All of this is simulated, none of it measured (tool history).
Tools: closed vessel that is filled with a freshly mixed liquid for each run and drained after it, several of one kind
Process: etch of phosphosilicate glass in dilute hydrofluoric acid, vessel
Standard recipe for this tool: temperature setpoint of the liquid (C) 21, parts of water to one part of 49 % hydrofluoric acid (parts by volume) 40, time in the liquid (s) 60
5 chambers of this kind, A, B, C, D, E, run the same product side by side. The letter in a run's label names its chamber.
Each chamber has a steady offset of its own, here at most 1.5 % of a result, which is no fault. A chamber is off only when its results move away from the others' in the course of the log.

run	day	temperature setpoint of the liquid (C)	parts of water to one part of 49 % hydrofluoric acid (parts by volume)	time in the liquid (s)	hours since the thermometer was replaced	hours since the hydrofluoric acid flow meter was replaced	read-back film thickness of the phosphosilicate glass reference wafer, read on the same gauge (nm)	thickness taken off the phosphosilicate glass on a monitor wafer (Å)
# day 0.017: chamber A: thermometer replaced
1B	0.329	21	40	60	303.1	707	149.99	1555.4
2E	0.75	21	40	60	1126.4	823.9	149.98	1570
3D	0.954	21	40	60	2917.7	85.3	150.02	1548
4C	1.317	21	40	60	1339.2	972.5	149.99	1588.3
5A	1.692	21	40	50	40.3	449.5	150	1321.3
6B	2.075	21	40	50	345	748.9	150	1291.6
7D	2.371	21	40	50	2951.7	119.3	150.01	1292.7
8E	2.821	21	40	50	1176.1	873.6	149.98	1308.2
9A	3.188	21	40	50	76.2	485.4	150.01	1293.8
10C	3.533	21	40	60	1392.4	1025.7	150	1583.4
11C	3.85	21	40	60	1400	1033.3	150.02	1567
12A	4.079	22.5	55	60	97.6	506.8	150.01	1184.3
13E	4.288	22.5	55	60	1211.3	908.8	150.01	1178
14B	4.554	22.5	55	60	404.5	808.4	150.01	1180.4
15D	4.821	22.5	55	60	3010.5	178.1	150.03	1185.1
16E	5.025	22.5	55	60	1229	926.5	149.99	1174.4
17B	5.404	21	40	70	424.9	828.8	150.01	1776.9
18D	5.688	21	40	70	3031.3	198.9	150	1843.1
19C	6.129	21	40	70	1454.7	1088	150	1850.4
20A	6.525	21	40	70	156.3	565.5	150.01	1837
21C	6.738	21	40	70	1469.3	1102.6	150	1833.6
22E	7.092	21	40	60	1278.6	976.1	150	1553.9
23D	7.333	21	40	60	3070.8	238.4	149.99	1569.9
24B	7.704	21	35	80	480.1	884	149.99	2326.7
# day 7.983: chamber E: hydrofluoric acid flow meter replaced
25A	7.983	21	35	80	191.3	600.5	150.01	2406.1
26C	8.342	21	35	80	1507.8	1141.1	150	2410.6
27B	8.571	21	35	80	500.9	904.8	149.99	2280
28D	8.779	21	35	80	3105.5	273.1	149.99	2382.7
29A	9.117	21	40	60	218.5	627.7	149.99	1576.5
30E	9.433	21	40	60	1334.8	34.8	149.99	1573.4
31E	9.8	21	40	60	1343.6	43.6	149.98	1578
32A	10.188	21	40	40	244.2	653.4	149.99	1035.5
33C	10.517	21	40	40	1560	1193.3	150.01	1056.1
34B	10.796	21	40	40	554.3	958.2	150.01	976.27

Which is it: a chamber that has drifted or been left off by a service, a gauge drift common to all chambers, or only each chamber's usual small offset? If a chamber is off, name it and its likeliest cause.

Chamber B drifts away from the others.
What lies behind it: liquid colder than its thermometer reads (K) = 1.29.
Not necessarily distinguishable in this log from: hydrofluoric acid flow below the setpoint (%).

Which of the 4 candidates below, each the usual settings with something changed and its results left as question marks, puts chamber B back in line with what the other chambers give on the usual settings?
Allowed miss from the other chambers' usual-settings mean, per result, to count as in line: thickness taken off the phosphosilicate glass on a monitor wafer (Å) 45
35B-1	11.121	19.5	40	60				?
35B-2	11.121	24	40	60				?
35B-3	11.121	22.5	40	60				?
35B-4	11.121	21	45	60				?

The other chambers' mean on the usual settings: thickness taken off the phosphosilicate glass on a monitor wafer (Å) 1567.1
run	thickness taken off the phosphosilicate glass on a monitor wafer (Å)
35B-1	1363.9
35B-2	1651.6
35B-3	1550.5
35B-4	1286.9
35B-3 is the one that brings the chamber's results back in line with the other chambers.

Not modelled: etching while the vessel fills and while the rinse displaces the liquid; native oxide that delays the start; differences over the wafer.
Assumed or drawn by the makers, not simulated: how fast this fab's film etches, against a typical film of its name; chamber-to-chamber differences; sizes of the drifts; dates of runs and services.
